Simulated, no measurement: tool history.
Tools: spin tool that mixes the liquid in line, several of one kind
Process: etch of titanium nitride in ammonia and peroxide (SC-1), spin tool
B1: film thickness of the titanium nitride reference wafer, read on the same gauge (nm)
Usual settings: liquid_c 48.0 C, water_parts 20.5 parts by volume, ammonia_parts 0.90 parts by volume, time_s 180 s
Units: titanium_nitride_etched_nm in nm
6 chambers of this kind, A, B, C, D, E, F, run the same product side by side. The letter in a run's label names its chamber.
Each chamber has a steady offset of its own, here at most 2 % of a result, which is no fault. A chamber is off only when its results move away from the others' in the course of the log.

{"run": "1A", "hour": 7.5, "liquid_c": 48.0, "water_parts": 20.5, "ammonia_parts": 0.9, "time_s": 180, "B1": 50.032, "titanium_nitride_etched_nm": 4.9884}
{"run": "2F", "hour": 14.9, "liquid_c": 48.0, "water_parts": 20.5, "ammonia_parts": 0.9, "time_s": 180, "B1": 49.995, "titanium_nitride_etched_nm": 5.1458}
{"run": "3D", "hour": 20.9, "liquid_c": 48.0, "water_parts": 20.5, "ammonia_parts": 0.9, "time_s": 180, "B1": 50.015, "titanium_nitride_etched_nm": 5.1651}
{"run": "4B", "hour": 27.5, "liquid_c": 48.0, "water_parts": 20.5, "ammonia_parts": 0.9, "time_s": 180, "B1": 50.014, "titanium_nitride_etched_nm": 5.0776}
{"run": "5E", "hour": 36.0, "liquid_c": 48.0, "water_parts": 20.5, "ammonia_parts": 0.9, "time_s": 180, "B1": 50.008, "titanium_nitride_etched_nm": 5.0384}
{"run": "6C", "hour": 42.4, "liquid_c": 48.0, "water_parts": 20.5, "ammonia_parts": 0.9, "time_s": 180, "B1": 50.016, "titanium_nitride_etched_nm": 5.0421}
{"run": "7B", "hour": 50.7, "liquid_c": 48.0, "water_parts": 20.5, "ammonia_parts": 0.9, "time_s": 180, "B1": 50.006, "titanium_nitride_etched_nm": 5.0423}
{"run": "8F", "hour": 55.4, "liquid_c": 43.5, "water_parts": 20.5, "ammonia_parts": 0.55, "time_s": 180, "B1": 49.962, "titanium_nitride_etched_nm": 3.3718}
{"run": "9E", "hour": 62.1, "liquid_c": 43.5, "water_parts": 20.5, "ammonia_parts": 0.55, "time_s": 180, "B1": 49.984, "titanium_nitride_etched_nm": 3.3062}
{"run": "10D", "hour": 69.7, "liquid_c": 43.5, "water_parts": 20.5, "ammonia_parts": 0.55, "time_s": 180, "B1": 50.003, "titanium_nitride_etched_nm": 3.4312}
{"hour": 74.3, "done": "chamber E: new drum of ammonia solution connected"}
{"run": "11A", "hour": 75.8, "liquid_c": 43.5, "water_parts": 20.5, "ammonia_parts": 0.55, "time_s": 180, "B1": 50.03, "titanium_nitride_etched_nm": 3.3837}
{"run": "12C", "hour": 83.3, "liquid_c": 43.5, "water_parts": 20.5, "ammonia_parts": 0.55, "time_s": 180, "B1": 49.994, "titanium_nitride_etched_nm": 3.3756}
{"run": "13A", "hour": 89.6, "liquid_c": 43.5, "water_parts": 20.5, "ammonia_parts": 0.55, "time_s": 180, "B1": 50.002, "titanium_nitride_etched_nm": 3.3642}
{"run": "14F", "hour": 94.5, "liquid_c": 48.0, "water_parts": 20.5, "ammonia_parts": 0.9, "time_s": 180, "B1": 49.999, "titanium_nitride_etched_nm": 5.0459}
{"run": "15D", "hour": 101.1, "liquid_c": 48.0, "water_parts": 20.5, "ammonia_parts": 0.9, "time_s": 180, "B1": 49.979, "titanium_nitride_etched_nm": 5.0974}
{"run": "16C", "hour": 105.9, "liquid_c": 48.0, "water_parts": 20.5, "ammonia_parts": 0.9, "time_s": 180, "B1": 49.973, "titanium_nitride_etched_nm": 5.0631}
{"run": "17B", "hour": 114.7, "liquid_c": 48.0, "water_parts": 20.5, "ammonia_parts": 0.9, "time_s": 180, "B1": 49.979, "titanium_nitride_etched_nm": 5.0509}
{"hour": 117.6, "done": "chamber E: heated supply line repaired"}
{"hour": 117.8, "done": "chamber A: new drum of ammonia solution connected"}
{"run": "18E", "hour": 122.5, "liquid_c": 48.0, "water_parts": 20.5, "ammonia_parts": 0.9, "time_s": 180, "B1": 49.982, "titanium_nitride_etched_nm": 5.0762}
{"run": "19A", "hour": 128.9, "liquid_c": 48.0, "water_parts": 20.5, "ammonia_parts": 0.9, "time_s": 180, "B1": 49.99, "titanium_nitride_etched_nm": 5.1038}
{"run": "20C", "hour": 138.0, "liquid_c": 48.0, "water_parts": 20.5, "ammonia_parts": 0.9, "time_s": 180, "B1": 49.977, "titanium_nitride_etched_nm": 5.1772}
{"run": "21B", "hour": 145.6, "liquid_c": 48.0, "water_parts": 20.5, "ammonia_parts": 0.9, "time_s": 180, "B1": 49.991, "titanium_nitride_etched_nm": 5.0709}
{"run": "22E", "hour": 150.9, "liquid_c": 39.5, "water_parts": 17.5, "ammonia_parts": 0.9, "time_s": 180, "B1": 50.016, "titanium_nitride_etched_nm": 2.914}
{"run": "23D", "hour": 157.0, "liquid_c": 39.5, "water_parts": 17.5, "ammonia_parts": 0.9, "time_s": 180, "B1": 49.999, "titanium_nitride_etched_nm": 2.9576}
{"run": "24F", "hour": 165.0, "liquid_c": 39.5, "water_parts": 17.5, "ammonia_parts": 0.9, "time_s": 180, "B1": 50.009, "titanium_nitride_etched_nm": 2.9841}
{"run": "25B", "hour": 169.9, "liquid_c": 39.5, "water_parts": 17.5, "ammonia_parts": 0.9, "time_s": 180, "B1": 49.995, "titanium_nitride_etched_nm": 2.9888}
{"run": "26C", "hour": 174.3, "liquid_c": 39.5, "water_parts": 17.5, "ammonia_parts": 0.9, "time_s": 180, "B1": 49.985, "titanium_nitride_etched_nm": 3.0627}
{"run": "27F", "hour": 182.2, "liquid_c": 39.5, "water_parts": 17.5, "ammonia_parts": 0.9, "time_s": 180, "B1": 49.969, "titanium_nitride_etched_nm": 2.9549}
{"run": "28A", "hour": 191.2, "liquid_c": 48.0, "water_parts": 20.5, "ammonia_parts": 0.9, "time_s": 180, "B1": 49.998, "titanium_nitride_etched_nm": 5.1318}
{"run": "29D", "hour": 196.3, "liquid_c": 48.0, "water_parts": 20.5, "ammonia_parts": 0.9, "time_s": 180, "B1": 50.025, "titanium_nitride_etched_nm": 4.9104}
{"run": "30E", "hour": 200.8, "liquid_c": 48.0, "water_parts": 20.5, "ammonia_parts": 0.9, "time_s": 180, "B1": 49.996, "titanium_nitride_etched_nm": 5.027}
{"run": "31D", "hour": 206.1, "liquid_c": 41.0, "water_parts": 20.5, "ammonia_parts": 0.9, "time_s": 85, "B1": 49.991, "titanium_nitride_etched_nm": 1.3876}
{"run": "32F", "hour": 212.8, "liquid_c": 41.0, "water_parts": 20.5, "ammonia_parts": 0.9, "time_s": 85, "B1": 50.036, "titanium_nitride_etched_nm": 1.4419}
{"run": "33B", "hour": 217.6, "liquid_c": 41.0, "water_parts": 20.5, "ammonia_parts": 0.9, "time_s": 85, "B1": 49.993, "titanium_nitride_etched_nm": 1.4341}
{"run": "34C", "hour": 222.4, "liquid_c": 41.0, "water_parts": 20.5, "ammonia_parts": 0.9, "time_s": 85, "B1": 49.991, "titanium_nitride_etched_nm": 1.4541}
{"run": "35E", "hour": 227.9, "liquid_c": 41.0, "water_parts": 20.5, "ammonia_parts": 0.9, "time_s": 85, "B1": 50.013, "titanium_nitride_etched_nm": 1.4148}
{"run": "36A", "hour": 234.2, "liquid_c": 41.0, "water_parts": 20.5, "ammonia_parts": 0.9, "time_s": 85, "B1": 49.973, "titanium_nitride_etched_nm": 1.4664}
{"run": "37D", "hour": 242.9, "liquid_c": 48.0, "water_parts": 20.5, "ammonia_parts": 0.9, "time_s": 180, "B1": 49.993, "titanium_nitride_etched_nm": 4.8617}
{"run": "38C", "hour": 251.7, "liquid_c": 48.0, "water_parts": 20.5, "ammonia_parts": 0.9, "time_s": 180, "B1": 49.997, "titanium_nitride_etched_nm": 5.0638}
{"run": "39E", "hour": 257.9, "liquid_c": 48.0, "water_parts": 20.5, "ammonia_parts": 0.9, "time_s": 180, "B1": 49.995, "titanium_nitride_etched_nm": 5.0832}
{"run": "40A", "hour": 266.9, "liquid_c": 48.0, "water_parts": 20.5, "ammonia_parts": 1.2, "time_s": 180, "B1": 49.986, "titanium_nitride_etched_nm": 5.3265}

Next, every chamber runs the same settings. What will each give?
{"run": "41A", "hour": 273.4, "liquid_c": 48.0, "water_parts": 20.5, "ammonia_parts": 0.9, "time_s": 180, "titanium_nitride_etched_nm": "?"}
{"run": "41B", "hour": 273.4, "liquid_c": 48.0, "water_parts": 20.5, "ammonia_parts": 0.9, "time_s": 180, "titanium_nitride_etched_nm": "?"}
{"run": "41C", "hour": 273.4, "liquid_c": 48.0, "water_parts": 20.5, "ammonia_parts": 0.9, "time_s": 180, "titanium_nitride_etched_nm": "?"}
{"run": "41D", "hour": 273.4, "liquid_c": 48.0, "water_parts": 20.5, "ammonia_parts": 0.9, "time_s": 180, "titanium_nitride_etched_nm": "?"}
{"run": "41E", "hour": 273.4, "liquid_c": 48.0, "water_parts": 20.5, "ammonia_parts": 0.9, "time_s": 180, "titanium_nitride_etched_nm": "?"}
{"run": "41F", "hour": 273.4, "liquid_c": 48.0, "water_parts": 20.5, "ammonia_parts": 0.9, "time_s": 180, "titanium_nitride_etched_nm": "?"}

run=41A titanium_nitride_etched_nm=5.0398
run=41B titanium_nitride_etched_nm=5.0086
run=41C titanium_nitride_etched_nm=5.0291
run=41D titanium_nitride_etched_nm=4.7094
run=41E titanium_nitride_etched_nm=5.0194
run=41F titanium_nitride_etched_nm=5.0601
